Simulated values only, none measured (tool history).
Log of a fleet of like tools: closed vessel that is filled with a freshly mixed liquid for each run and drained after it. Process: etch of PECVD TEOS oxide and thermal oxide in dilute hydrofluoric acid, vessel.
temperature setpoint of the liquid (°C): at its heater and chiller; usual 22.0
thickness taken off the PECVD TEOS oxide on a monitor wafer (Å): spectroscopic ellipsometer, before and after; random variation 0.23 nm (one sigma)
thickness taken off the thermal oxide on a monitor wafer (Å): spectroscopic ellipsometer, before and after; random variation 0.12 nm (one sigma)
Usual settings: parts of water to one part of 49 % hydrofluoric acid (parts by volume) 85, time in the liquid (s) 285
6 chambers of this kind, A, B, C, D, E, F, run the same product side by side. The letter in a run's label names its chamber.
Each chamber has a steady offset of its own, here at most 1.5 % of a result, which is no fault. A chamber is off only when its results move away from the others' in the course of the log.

run   hour  temperature setpoint of the liquid (°C)  parts of water to one part of 49 % hydrofluoric acid (parts by volume)  time in the liquid (s)  hours since the thermometer was replaced  hours since the hydrofluoric acid flow meter was replaced  read-back film thickness of the PECVD TEOS oxide reference wafer, read on the same gauge (nm)  read-back film thickness of the thermal oxide reference wafer, read on the same gauge (nm)  thickness taken off the PECVD TEOS oxide on a monitor wafer (Å)  thickness taken off the thermal oxide on a monitor wafer (Å)
 1C    9.1                                     22.0                                                                      85                     285                                    1483.0                                                      295.4                                                                                         70.020                                                                                      120.00                                                           270.35                                                        150.62
 2D   19.7                                     22.0                                                                      85                     285                                    1600.6                                                      353.7                                                                                         70.007                                                                                      119.99                                                           270.79                                                        150.22
 3E   28.0                                     22.0                                                                      85                     285                                    1467.8                                                     1384.6                                                                                         70.032                                                                                      120.02                                                           274.51                                                        150.65
 4B   37.9                                     22.0                                                                      85                     285                                    1071.1                                                     1801.4                                                                                         69.995                                                                                      120.05                                                           271.25                                                        149.17
      44.5  -- chamber F: hydrofluoric acid flow meter replaced
 5F   47.4                                     22.0                                                                      85                     285                                     408.6                                                        3.0                                                                                         70.017                                                                                      119.99                                                           268.84                                                        149.06
 6A   53.8                                     22.0                                                                      85                     285                                     458.1                                                      513.0                                                                                         69.972                                                                                      119.99                                                           273.36                                                        148.09
 7D   60.7                                     26.0                                                                      85                     285                                    1641.6                                                      394.7                                                                                         69.979                                                                                      119.96                                                           319.51                                                        173.79
 8B   67.2                                     26.0                                                                      85                     285                                    1100.4                                                     1830.7                                                                                         70.005                                                                                      120.01                                                           317.85                                                        172.14
 9A   72.2                                     26.0                                                                      85                     285                                     476.5                                                      531.4                                                                                         69.986                                                                                      120.00                                                           317.53                                                        174.07
10F   80.6                                     26.0                                                                      85                     285                                     441.8                                                       36.2                                                                                         69.978                                                                                      120.00                                                           315.24                                                        175.00
11C   87.0                                     26.0                                                                      85                     285                                    1560.9                                                      373.3                                                                                         70.007                                                                                      120.00                                                           322.10                                                        177.47
12E   94.6                                     26.0                                                                      85                     285                                    1534.4                                                     1451.2                                                                                         69.986                                                                                      120.04                                                           317.12                                                        175.95
13F  105.0                                     22.0                                                                      85                     285                                     466.2                                                       60.6                                                                                         70.044                                                                                      119.99                                                           270.63                                                        148.48
14E  112.6                                     22.0                                                                      85                     285                                    1552.4                                                     1469.2                                                                                         69.967                                                                                      119.96                                                           268.47                                                        150.68
15A  121.5                                     20.0                                                                      85                     285                                     525.8                                                      580.7                                                                                         70.009                                                                                      119.97                                                           252.47                                                        136.64
16D  132.3                                     20.0                                                                      85                     285                                    1713.2                                                      466.3                                                                                         70.007                                                                                      120.01                                                           253.12                                                        136.73
17C  143.0                                     20.0                                                                      85                     285                                    1616.9                                                      429.3                                                                                         69.980                                                                                      120.02                                                           248.77                                                        136.81
18B  148.2                                     20.0                                                                      85                     285                                    1181.4                                                     1911.7                                                                                         69.984                                                                                      119.99                                                           246.62                                                        135.90
     155.3  -- chamber C: thermometer replaced
19A  156.7                                     20.0                                                                      85                     285                                     561.0                                                      615.9                                                                                         70.003                                                                                      120.04                                                           253.31                                                        137.70
20C  164.2                                     20.0                                                                      85                     285                                       8.9                                                      450.5                                                                                         70.060                                                                                      120.04                                                           250.38                                                        136.26
     169.0  -- chamber E: hydrofluoric acid flow meter replaced
21E  169.4                                     22.0                                                                      85                     285                                    1609.2                                                        0.5                                                                                         70.001                                                                                      119.99                                                           272.99                                                        150.16
22F  180.2                                     22.0                                                                      85                     285                                     541.4                                                      135.8                                                                                         70.020                                                                                      120.01                                                           266.08                                                        146.90
23D  188.9                                     24.5                                                                      60                     285                                    1769.8                                                      522.9                                                                                         70.029                                                                                      120.00                                                           443.87                                                        244.50
24B  194.5                                     24.5                                                                      60                     285                                    1227.7                                                     1958.0                                                                                         69.961                                                                                      119.96                                                           434.80                                                        240.20
25B  201.2                                     24.5                                                                      60                     285                                    1234.4                                                     1964.7                                                                                         70.012                                                                                      120.03                                                           431.61                                                        238.52
26D  207.5                                     24.5                                                                      60                     285                                    1788.4                                                      541.5                                                                                         70.000                                                                                      120.01                                                           439.13                                                        240.34
27A  217.1                                     24.5                                                                      60                     285                                     621.4                                                      676.3                                                                                         69.984                                                                                      119.99                                                           446.51                                                        242.74
28C  224.5                                     24.5                                                                      60                     285                                      69.2                                                      510.8                                                                                         70.043                                                                                      119.98                                                           432.25                                                        238.46
     226.0  -- chamber B: thermometer replaced
29F  230.8                                     22.0                                                                      85                     285                                     592.0                                                      186.4                                                                                         69.989                                                                                      119.98                                                           268.96                                                        148.32
30E  237.1                                     22.0                                                                      85                     285                                    1676.9                                                       68.2                                                                                         69.976                                                                                      120.03                                                           271.78                                                        149.74
31E  247.8                                     22.0                                                                      85                     285                                    1687.6                                                       78.9                                                                                         69.984                                                                                      120.00                                                           269.94                                                        149.60
32F  253.6                                     22.0                                                                      85                     285                                     614.8                                                      209.2                                                                                         69.980                                                                                      119.98                                                           264.22                                                        147.92
33A  259.3                                     22.0                                                                      85                     285                                     663.6                                                      718.5                                                                                         70.049                                                                                      120.02                                                           271.87                                                        147.91
34C  269.6                                     20.0                                                                      60                     285                                     114.3                                                      555.9                                                                                         70.000                                                                                      119.98                                                           361.73                                                        199.58
35D  276.7                                     20.0                                                                      60                     285                                    1857.6                                                      610.7                                                                                         69.950                                                                                      120.03                                                           361.22                                                        200.67
36B  282.7                                     20.0                                                                      60                     285                                      56.8                                                     2046.2                                                                                         70.030                                                                                      120.02                                                           363.39                                                        197.87
37B  291.5                                     20.0                                                                      60                     285                                      65.6                                                     2055.0                                                                                         70.063                                                                                      119.99                                                           365.17                                                        199.65
38C  300.0                                     20.0                                                                      60                     285                                     144.7                                                      586.3                                                                                         70.030                                                                                      119.99                                                           365.25                                                        199.42
39D  310.9                                     20.0                                                                      60                     285                                    1891.8                                                      644.9                                                                                         69.938                                                                                      120.01                                                           362.25                                                        200.41
40A  319.9                                     22.0                                                                      85                     285                                     724.2                                                      779.1                                                                                         70.050                                                                                      119.97                                                           273.28                                                        148.10
41E  328.7                                     22.0                                                                      85                     285                                    1768.5                                                      159.8                                                                                         69.979                                                                                      119.98                                                           268.29                                                        149.29
42F  337.3                                     22.0                                                                      85                     285                                     698.5                                                      292.9                                                                                         70.003                                                                                      119.97                                                           269.36                                                        149.27

All 6 chambers run these settings next. Forecast each chamber's results:
43A  345.3                                     22.0                                                                      85                     285                                                                                                                                                                                                                                                                                                                                                                ?                                                             ?
43B  345.3                                     22.0                                                                      85                     285                                                                                                                                                                                                                                                                                                                                                                ?                                                             ?
43C  345.3                                     22.0                                                                      85                     285                                                                                                                                                                                                                                                                                                                                                                ?                                                             ?
43D  345.3                                     22.0                                                                      85                     285                                                                                                                                                                                                                                                                                                                                                                ?                                                             ?
43E  345.3                                     22.0                                                                      85                     285                                                                                                                                                                                                                                                                                                                                                                ?                                                             ?
43F  345.3                                     22.0                                                                      85                     285                                                                                                                                                                                                                                                                                                                                                                ?                                                             ?

run  thickness taken off the PECVD TEOS oxide on a monitor wafer (Å)  thickness taken off the thermal oxide on a monitor wafer (Å)
43A                                                           272.94                                                        146.34
43B                                                           266.70                                                        147.36
43C                                                           274.58                                                        150.89
43D                                                           272.34                                                        147.01
43E                                                           271.11                                                        150.12
43F                                                           264.95                                                        149.76
